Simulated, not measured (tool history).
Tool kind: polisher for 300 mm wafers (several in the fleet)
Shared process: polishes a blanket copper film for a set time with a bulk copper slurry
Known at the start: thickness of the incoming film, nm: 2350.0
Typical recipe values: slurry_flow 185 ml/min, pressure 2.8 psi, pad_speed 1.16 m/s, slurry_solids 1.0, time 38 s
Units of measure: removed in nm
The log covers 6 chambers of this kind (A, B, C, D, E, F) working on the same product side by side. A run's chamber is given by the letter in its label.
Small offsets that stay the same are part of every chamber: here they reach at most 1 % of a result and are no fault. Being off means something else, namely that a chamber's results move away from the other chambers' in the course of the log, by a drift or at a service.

At hour 5.1: chamber E: slurry nozzle cleaned.
Run 1C, hour 5.6: usual settings. Result: removed 345.46 nm.
At hour 5.9: chamber C: head pressure recalibrated.
At hour 8.3: chamber F: worn pad replaced by a new one.
At hour 10.6: chamber B: worn pad replaced by a new one.
Run 2E, hour 11.5: usual settings. Result: removed 354.82 nm.
At hour 17.5: chamber A: worn pad replaced by a new one.
Run 3B, hour 17.9: usual settings. Result: removed 348.65 nm.
At hour 19.0: chamber D: slurry nozzle cleaned.
Run 4A, hour 22.2: usual settings. Result: removed 339.23 nm.
At hour 25.5: chamber D: head pressure recalibrated.
Run 5F, hour 29.7: usual settings. Result: removed 350.30 nm.
At hour 30.3: chamber B: slurry blender recalibrated.
Run 6D, hour 34.1: usual settings. Result: removed 352.83 nm.
Run 7F, hour 38.4: usual settings. Result: removed 350.68 nm.
Run 8C, hour 43.8: usual settings. Result: removed 342.40 nm.
Run 9D, hour 50.5: usual settings. Result: removed 345.77 nm.
At hour 51.4: chamber C: worn pad replaced by a new one.
At hour 54.7: chamber E: worn pad replaced by a new one.
Run 10B, hour 58.1: usual settings. Result: removed 348.25 nm.
At hour 60.5: chamber D: worn pad replaced by a new one.
Run 11E, hour 62.0: usual settings. Result: removed 350.24 nm.
At hour 64.8: chamber C: slurry blender recalibrated.
Run 12A, hour 68.0: usual settings. Result: removed 350.71 nm.
Run 13D, hour 71.6: usual settings. Result: removed 349.82 nm.
At hour 72.5: chamber B: worn pad replaced by a new one.
At hour 75.8: chamber B: slurry nozzle cleaned.
Run 14B, hour 78.4: usual settings. Result: removed 348.09 nm.
Run 15E, hour 85.2: usual settings. Result: removed 349.75 nm.
Run 16F, hour 91.1: usual settings. Result: removed 344.42 nm.
At hour 92.8: chamber F: slurry blender recalibrated.
Run 17A, hour 95.1: usual settings. Result: removed 347.99 nm.
At hour 96.8: chamber F: worn pad replaced by a new one.
Run 18C, hour 100.5: usual settings. Result: removed 341.96 nm.
Run 19B, hour 103.9: usual settings. Result: removed 345.79 nm.
At hour 105.7: chamber C: worn pad replaced by a new one.
Run 20C, hour 109.0: usual settings. Result: removed 345.52 nm.
Run 21F, hour 115.6: usual settings but pressure 2.5 psi, slurry_solids 0.7. Result: removed 289.66 nm.
At hour 121.4: chamber E: worn pad replaced by a new one.
Run 22A, hour 123.4: usual settings but pressure 2.5 psi, slurry_solids 0.7. Result: removed 294.72 nm.
At hour 126.4: chamber B: worn pad replaced by a new one.
At hour 126.6: chamber E: head pressure recalibrated.
At hour 128.9: chamber A: worn pad replaced by a new one.
Run 23D, hour 130.2: usual settings but pressure 2.5 psi, slurry_solids 0.7. Result: removed 294.05 nm.
Run 24E, hour 133.6: usual settings but pressure 2.5 psi, slurry_solids 0.7. Result: removed 288.80 nm.
At hour 133.7: chamber A: slurry blender recalibrated.
Run 25E, hour 140.9: usual settings but pressure 2.5 psi, slurry_solids 0.7. Result: removed 288.27 nm.
Run 26B, hour 144.4: usual settings but pressure 2.5 psi, slurry_solids 0.7. Result: removed 284.23 nm.
At hour 145.8: chamber B: slurry blender recalibrated.
At hour 146.6: chamber D: worn pad replaced by a new one.
Run 27F, hour 148.2: usual settings. Result: removed 349.91 nm.
Run 28C, hour 155.5: usual settings. Result: removed 344.68 nm.
Run 29D, hour 162.3: usual settings. Result: removed 360.24 nm.
At hour 162.8: chamber C: worn pad replaced by a new one.
Run 30A, hour 169.1: usual settings. Result: removed 365.05 nm.
Run 31C, hour 176.8: usual settings. Result: removed 351.32 nm.
Run 32B, hour 180.2: usual settings. Result: removed 348.76 nm.
Run 33F, hour 183.9: usual settings. Result: removed 355.69 nm.
At hour 185.2: chamber E: worn pad replaced by a new one.
Run 34D, hour 188.8: usual settings. Result: removed 352.45 nm.
At hour 191.7: chamber E: slurry blender recalibrated.
Run 35A, hour 194.9: usual settings. Result: removed 376.78 nm.
Run 36E, hour 200.1: usual settings. Result: removed 345.91 nm.
Run 37D, hour 207.1: usual settings. Result: removed 347.70 nm.
Run 38A, hour 211.3: usual settings. Result: removed 379.48 nm.

Is one chamber out of step, is the gauge drifting, or do the chambers differ by no more than their own small offsets? For an off chamber, give its letter and the likeliest cause.

Chamber A drifts away from the others.
What lies behind it: head's pressure above its setpoint, % = 11.

Chamber A could run next with any of the 4 candidate recipes listed below; each alters the usual settings, and their results appear as question marks. Which one brings its results back in line with what the other chambers deliver on the usual settings?
In-line tolerance around the mean of the other chambers on the usual settings: removed 14.00 nm
Run 39A-1, hour 216.9: usual settings but pressure 2.9 psi, time 40 s. Result: removed ?.
Run 39A-2, hour 216.9: usual settings but pressure 3.0 psi, pad_speed 1.22 m/s, time 40 s. Result: removed ?.
Run 39A-3, hour 216.9: usual settings but pressure 2.6 psi, pad_speed 1.10 m/s, time 36 s. Result: removed ?.
Run 39A-4, hour 216.9: usual settings but pressure 2.7 psi, time 36 s. Result: removed ?.

Usual-settings mean across the other chambers: removed 348.52 nm
  run  removed
39A-1   418.25
39A-2   455.05
39A-3   320.06
39A-4   350.50
Change 39A-4 lands the chamber within the allowed miss of the other chambers.

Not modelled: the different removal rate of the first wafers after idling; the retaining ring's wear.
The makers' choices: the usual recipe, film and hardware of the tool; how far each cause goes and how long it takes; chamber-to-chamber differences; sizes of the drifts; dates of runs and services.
